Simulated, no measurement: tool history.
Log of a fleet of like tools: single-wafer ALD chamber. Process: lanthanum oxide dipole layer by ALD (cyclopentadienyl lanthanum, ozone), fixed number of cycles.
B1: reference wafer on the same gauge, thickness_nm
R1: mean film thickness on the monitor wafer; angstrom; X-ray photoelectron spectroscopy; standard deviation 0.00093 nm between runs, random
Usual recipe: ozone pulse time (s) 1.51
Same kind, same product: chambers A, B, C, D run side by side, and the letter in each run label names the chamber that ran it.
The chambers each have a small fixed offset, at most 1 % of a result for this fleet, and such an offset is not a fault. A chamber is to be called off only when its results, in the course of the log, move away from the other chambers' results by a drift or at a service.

{"run": "1A", "hour": 9.6, "ozone pulse time (s)": 1.51, "B1": 0.60311, "R1": 5.5332}
{"run": "2C", "hour": 17.8, "ozone pulse time (s)": 1.51, "B1": 0.6029, "R1": 5.5542}
{"run": "3D", "hour": 26.3, "ozone pulse time (s)": 1.51, "B1": 0.60328, "R1": 5.5206}
{"run": "4B", "hour": 32.8, "ozone pulse time (s)": 1.51, "B1": 0.60356, "R1": 5.5359}
{"run": "5C", "hour": 44.1, "ozone pulse time (s)": 1.51, "B1": 0.60346, "R1": 5.5272}
{"run": "6A", "hour": 53.4, "ozone pulse time (s)": 1.51, "B1": 0.60341, "R1": 5.5352}
{"run": "7B", "hour": 61.1, "ozone pulse time (s)": 1.51, "B1": 0.60372, "R1": 5.5199}
{"run": "8D", "hour": 67.4, "ozone pulse time (s)": 1.51, "B1": 0.60374, "R1": 5.5226}
{"run": "9D", "hour": 76.9, "ozone pulse time (s)": 1.51, "B1": 0.6041, "R1": 5.5075}
{"run": "10A", "hour": 86.9, "ozone pulse time (s)": 1.51, "B1": 0.60389, "R1": 5.5349}
{"run": "11B", "hour": 98.1, "ozone pulse time (s)": 1.51, "B1": 0.60394, "R1": 5.5378}
{"run": "12C", "hour": 103.8, "ozone pulse time (s)": 2.04, "B1": 0.60421, "R1": 5.7309}
{"run": "13C", "hour": 115.2, "ozone pulse time (s)": 2.04, "B1": 0.60435, "R1": 5.7112}
{"run": "14A", "hour": 122.2, "ozone pulse time (s)": 2.04, "B1": 0.60451, "R1": 5.7136}
{"run": "15D", "hour": 129.4, "ozone pulse time (s)": 2.04, "B1": 0.60457, "R1": 5.7053}
{"run": "16B", "hour": 134.6, "ozone pulse time (s)": 1.51, "B1": 0.60445, "R1": 5.5345}
{"run": "17B", "hour": 145.6, "ozone pulse time (s)": 1.03, "B1": 0.60479, "R1": 5.0806}
{"run": "18D", "hour": 152.0, "ozone pulse time (s)": 1.03, "B1": 0.60496, "R1": 5.0684}
{"run": "19C", "hour": 158.4, "ozone pulse time (s)": 1.03, "B1": 0.60499, "R1": 5.0924}
{"run": "20A", "hour": 166.8, "ozone pulse time (s)": 1.03, "B1": 0.60517, "R1": 5.0767}
{"run": "21D", "hour": 178.6, "ozone pulse time (s)": 1.51, "B1": 0.60523, "R1": 5.5336}
{"run": "22A", "hour": 184.9, "ozone pulse time (s)": 1.51, "B1": 0.6055, "R1": 5.5456}
{"run": "23B", "hour": 190.0, "ozone pulse time (s)": 1.51, "B1": 0.60524, "R1": 5.5366}
{"run": "24C", "hour": 198.0, "ozone pulse time (s)": 1.51, "B1": 0.6052, "R1": 5.5408}
{"run": "25B", "hour": 209.8, "ozone pulse time (s)": 1.51, "B1": 0.60532, "R1": 5.5447}
{"run": "26A", "hour": 218.8, "ozone pulse time (s)": 1.51, "B1": 0.60564, "R1": 5.5505}
{"run": "27C", "hour": 225.4, "ozone pulse time (s)": 1.51, "B1": 0.60571, "R1": 5.5539}
{"run": "28D", "hour": 232.4, "ozone pulse time (s)": 1.51, "B1": 0.60589, "R1": 5.5225}
{"run": "29C", "hour": 241.3, "ozone pulse time (s)": 1.51, "B1": 0.60596, "R1": 5.5622}
{"run": "30B", "hour": 250.0, "ozone pulse time (s)": 1.51, "B1": 0.6061, "R1": 5.5321}
{"run": "31A", "hour": 257.6, "ozone pulse time (s)": 1.51, "B1": 0.60598, "R1": 5.5621}
{"run": "32D", "hour": 264.6, "ozone pulse time (s)": 1.51, "B1": 0.60624, "R1": 5.5501}
{"run": "33C", "hour": 273.7, "ozone pulse time (s)": 1.51, "B1": 0.60643, "R1": 5.5506}
{"run": "34A", "hour": 282.4, "ozone pulse time (s)": 1.51, "B1": 0.60635, "R1": 5.5801}
{"run": "35B", "hour": 292.2, "ozone pulse time (s)": 1.51, "B1": 0.60647, "R1": 5.5536}
{"run": "36D", "hour": 304.1, "ozone pulse time (s)": 1.51, "B1": 0.60639, "R1": 5.5452}
{"run": "37C", "hour": 314.9, "ozone pulse time (s)": 1.51, "B1": 0.60681, "R1": 5.552}
{"run": "38D", "hour": 324.1, "ozone pulse time (s)": 1.01, "B1": 0.60666, "R1": 5.0563}
{"run": "39B", "hour": 334.7, "ozone pulse time (s)": 1.01, "B1": 0.60681, "R1": 5.069}
{"run": "40A", "hour": 343.8, "ozone pulse time (s)": 1.01, "B1": 0.6073, "R1": 5.0657}

All 4 chambers run these settings next. Forecast each chamber's results:
{"run": "41A", "hour": 352.3, "ozone pulse time (s)": 1.51, "R1": "?"}
{"run": "41B", "hour": 352.3, "ozone pulse time (s)": 1.51, "R1": "?"}
{"run": "41C", "hour": 352.3, "ozone pulse time (s)": 1.51, "R1": "?"}
{"run": "41D", "hour": 352.3, "ozone pulse time (s)": 1.51, "R1": "?"}

run=41A R1=5.555
run=41B R1=5.5503
run=41C R1=5.5524
run=41D R1=5.5569

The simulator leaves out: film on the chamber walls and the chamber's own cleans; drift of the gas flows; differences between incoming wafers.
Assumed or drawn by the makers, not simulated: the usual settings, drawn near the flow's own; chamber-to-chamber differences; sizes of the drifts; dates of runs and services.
